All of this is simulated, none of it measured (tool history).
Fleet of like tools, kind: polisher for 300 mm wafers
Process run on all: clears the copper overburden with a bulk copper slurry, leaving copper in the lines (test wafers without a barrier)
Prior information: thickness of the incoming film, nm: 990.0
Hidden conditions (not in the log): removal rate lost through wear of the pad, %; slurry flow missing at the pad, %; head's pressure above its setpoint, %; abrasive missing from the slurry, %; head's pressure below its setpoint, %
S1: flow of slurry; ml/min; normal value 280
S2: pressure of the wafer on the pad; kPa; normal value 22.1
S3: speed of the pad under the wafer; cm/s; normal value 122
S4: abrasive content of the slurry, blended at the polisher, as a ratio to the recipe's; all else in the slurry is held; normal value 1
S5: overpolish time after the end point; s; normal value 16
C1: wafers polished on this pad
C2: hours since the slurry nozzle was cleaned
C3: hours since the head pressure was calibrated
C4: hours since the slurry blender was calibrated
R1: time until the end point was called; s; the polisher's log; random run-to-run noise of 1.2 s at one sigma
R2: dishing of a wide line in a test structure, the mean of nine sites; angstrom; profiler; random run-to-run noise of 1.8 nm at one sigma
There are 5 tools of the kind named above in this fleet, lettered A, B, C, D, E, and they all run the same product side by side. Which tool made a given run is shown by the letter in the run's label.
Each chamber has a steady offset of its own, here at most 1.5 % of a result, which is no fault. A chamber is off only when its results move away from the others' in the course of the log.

At hour 3.9: chamber E: worn pad replaced by a new one.
Run 1C, hour 6.4: usual settings; C1 869; C2 513.5; C3 308.8; C4 37. Result: R1 68.46 s, R2 1035.4 angstrom.
Run 2A, hour 17.8: usual settings; C1 222; C2 199.7; C3 143.3; C4 210. Result: R1 70.29 s, R2 1073.8 angstrom.
Run 3B, hour 24.1: usual settings; C1 353; C2 67.9; C3 684.5; C4 103.1. Result: R1 70.192 s, R2 1042.5 angstrom.
Run 4E, hour 30.7: usual settings; C1 295; C2 239.2; C3 1349.4; C4 217.3. Result: R1 69.269 s, R2 1024.8 angstrom.
At hour 33.2: chamber D: worn pad replaced by a new one.
At hour 35.9: chamber E: head pressure recalibrated.
At hour 39.9: chamber C: worn pad replaced by a new one.
Run 5D, hour 41.2: usual settings but S3 160 cm/s, S5 23 s; C1 89; C2 101.6; C3 302.2; C4 173.8. Result: R1 52.54 s, R2 1309.8 angstrom.
Run 6D, hour 49.3: usual settings but S3 160 cm/s, S5 23 s; C1 178; C2 109.7; C3 310.3; C4 181.9. Result: R1 53.944 s, R2 1309.2 angstrom.
At hour 57.3: chamber A: worn pad replaced by a new one.
At hour 58: chamber B: worn pad replaced by a new one.
Run 7C, hour 59.5: usual settings but S3 160 cm/s, S5 23 s; C1 215; C2 566.6; C3 361.9; C4 90.1. Result: R1 53.557 s, R2 1319.6 angstrom.
Run 8A, hour 65.5: usual settings but S3 160 cm/s, S5 23 s; C1 90; C2 247.4; C3 191; C4 257.7. Result: R1 52.766 s, R2 1299 angstrom.
Run 9E, hour 75.7: usual settings but S3 160 cm/s, S5 23 s; C1 790; C2 284.2; C3 39.8; C4 262.3. Result: R1 51.5 s, R2 1288.6 angstrom.
Run 10B, hour 83.5: usual settings; C1 281; C2 127.3; C3 743.9; C4 162.5. Result: R1 70.961 s, R2 1037.5 angstrom.
At hour 92.2: chamber C: slurry nozzle cleaned.
Run 11E, hour 92.8: usual settings; C1 978; C2 301.3; C3 56.9; C4 279.4. Result: R1 70.018 s, R2 1025.7 angstrom.
Run 12A, hour 102.6: usual settings but S2 26.2 kPa; C1 498; C2 284.5; C3 228.1; C4 294.8. Result: R1 58.707 s, R2 1158.3 angstrom.
At hour 102.8: chamber B: slurry blender recalibrated.
At hour 109.2: chamber D: worn pad replaced by a new one.
At hour 110.5: chamber D: slurry blender recalibrated.
At hour 111.6: chamber E: worn pad replaced by a new one.
At hour 111.9: chamber B: worn pad replaced by a new one.
At hour 112.3: chamber A: worn pad replaced by a new one.
Run 13C, hour 113.3: usual settings but S2 26.2 kPa; C1 807; C2 21.1; C3 415.7; C4 143.9. Result: R1 57.791 s, R2 1174.3 angstrom.
Run 14B, hour 119.9: usual settings but S2 26.2 kPa; C1 88; C2 163.7; C3 780.3; C4 17.2. Result: R1 58.628 s, R2 1161.8 angstrom.
Run 15D, hour 126.9: usual settings but S2 26.2 kPa; C1 195; C2 187.3; C3 387.9; C4 16.4. Result: R1 57.217 s, R2 1173.7 angstrom.
Run 16B, hour 134.6: usual settings but S2 26.2 kPa; C1 250; C2 178.4; C3 795; C4 31.9. Result: R1 59.266 s, R2 1156.1 angstrom.
At hour 139.8: chamber C: worn pad replaced by a new one.
Run 17C, hour 147.2: usual settings; C1 81; C2 55; C3 449.6; C4 177.8. Result: R1 68.315 s, R2 1032.3 angstrom.
Run 18A, hour 156.2: usual settings; C1 483; C2 338.1; C3 281.7; C4 348.4. Result: R1 69.411 s, R2 1027.9 angstrom.
Run 19D, hour 163.8: usual settings; C1 601; C2 224.2; C3 424.8; C4 53.3. Result: R1 69.464 s, R2 1030.7 angstrom.
At hour 166: chamber B: worn pad replaced by a new one.
Run 20E, hour 171.5: usual settings; C1 659; C2 380; C3 135.6; C4 358.1. Result: R1 73.737 s, R2 1013.5 angstrom.
At hour 175.3: chamber A: worn pad replaced by a new one.
Run 21C, hour 181.2: usual settings but S3 92 cm/s; C1 455; C2 89; C3 483.6; C4 211.8. Result: R1 94.895 s, R2 879.54 angstrom.
At hour 189.9: chamber D: worn pad replaced by a new one.
Run 22E, hour 192.7: usual settings but S3 92 cm/s; C1 892; C2 401.2; C3 156.8; C4 379.3. Result: R1 99.777 s, R2 854.74 angstrom.
Run 23B, hour 199.6: usual settings but S3 92 cm/s; C1 370; C2 243.4; C3 860; C4 96.9. Result: R1 89.477 s, R2 906.52 angstrom.
At hour 201.8: chamber A: slurry blender recalibrated.
At hour 205.8: chamber E: slurry nozzle cleaned.
Run 24A, hour 205.8: usual settings but S3 92 cm/s; C1 335; C2 387.7; C3 331.3; C4 4.1. Result: R1 91.677 s, R2 892.74 angstrom.
At hour 207.3: chamber E: worn pad replaced by a new one.
Run 25D, hour 217.4: usual settings but S3 92 cm/s; C1 303; C2 277.8; C3 478.4; C4 106.9. Result: R1 90.766 s, R2 887.8 angstrom.
Run 26A, hour 227.2: usual settings; C1 571; C2 409.1; C3 352.7; C4 25.5. Result: R1 66.709 s, R2 1064.1 angstrom.
At hour 229.5: chamber B: head pressure recalibrated.
At hour 230.9: chamber B: worn pad replaced by a new one.
Run 27D, hour 233.2: usual settings; C1 476; C2 293.6; C3 494.2; C4 122.7. Result: R1 69.389 s, R2 1042.9 angstrom.
Run 28B, hour 240.6: usual settings; C1 106; C2 284.4; C3 11.1; C4 137.9. Result: R1 68.955 s, R2 1037.9 angstrom.
At hour 251: chamber C: worn pad replaced by a new one.
Run 29C, hour 251.9: usual settings but S5 25 s; C1 10; C2 159.7; C3 554.3; C4 282.5. Result: R1 67.281 s, R2 1263.8 angstrom.
Run 30E, hour 259.7: usual settings but S5 25 s; C1 577; C2 54; C3 223.8; C4 446.3. Result: R1 76.869 s, R2 1215.2 angstrom.
At hour 263.4: chamber D: worn pad replaced by a new one.
Run 31D, hour 268.8: usual settings but S5 25 s; C1 59; C2 329.2; C3 529.8; C4 158.3. Result: R1 69.973 s, R2 1250.9 angstrom.
Run 32E, hour 274.7: usual settings but S5 25 s; C1 742; C2 69; C3 238.8; C4 461.3. Result: R1 76.045 s, R2 1194.8 angstrom.

Which is it: a chamber that has drifted or been left off by a service, a gauge drift common to all chambers, or only each chamber's usual small offset? If a chamber is off, name it and its likeliest cause.

It is chamber E that slowly wanders off from its peers.
What lies behind it: abrasive missing from the slurry, % = 35.7.
The log may not tell that from: head's pressure below its setpoint, %.

Below are 4 candidate recipes for chamber E's next run, each the usual settings with a change, their results shown as question marks. Which of them brings E's results back in line with what the other chambers give on the usual settings?
Maximum distance from the other chambers' mean on the usual settings for a result to count as in line: R1 4.2 s; R2 64 angstrom
Run 33E-1, hour 284.2: usual settings but S2 22.8 kPa, S3 128 cm/s. Result: R1 ?, R2 ?.
Run 33E-2, hour 284.2: usual settings but S2 21.4 kPa, S3 116 cm/s. Result: R1 ?, R2 ?.
Run 33E-3, hour 284.2: usual settings but S1 285 ml/min, S2 24.1 kPa, S3 134 cm/s, S5 15 s. Result: R1 ?, R2 ?.
Run 33E-4, hour 284.2: usual settings but S1 275 ml/min, S2 20 kPa, S3 110 cm/s, S5 17 s. Result: R1 ?, R2 ?.

Other chambers, usual settings, mean: R1 69.857 s; R2 1033 angstrom
  run      R1      R2
33E-1  70.716  1033.4
33E-2  83.111   939.2
33E-3  63.593  1065.2
33E-4  93.836   898.6
With 33E-1, the chamber falls back in line with the rest.
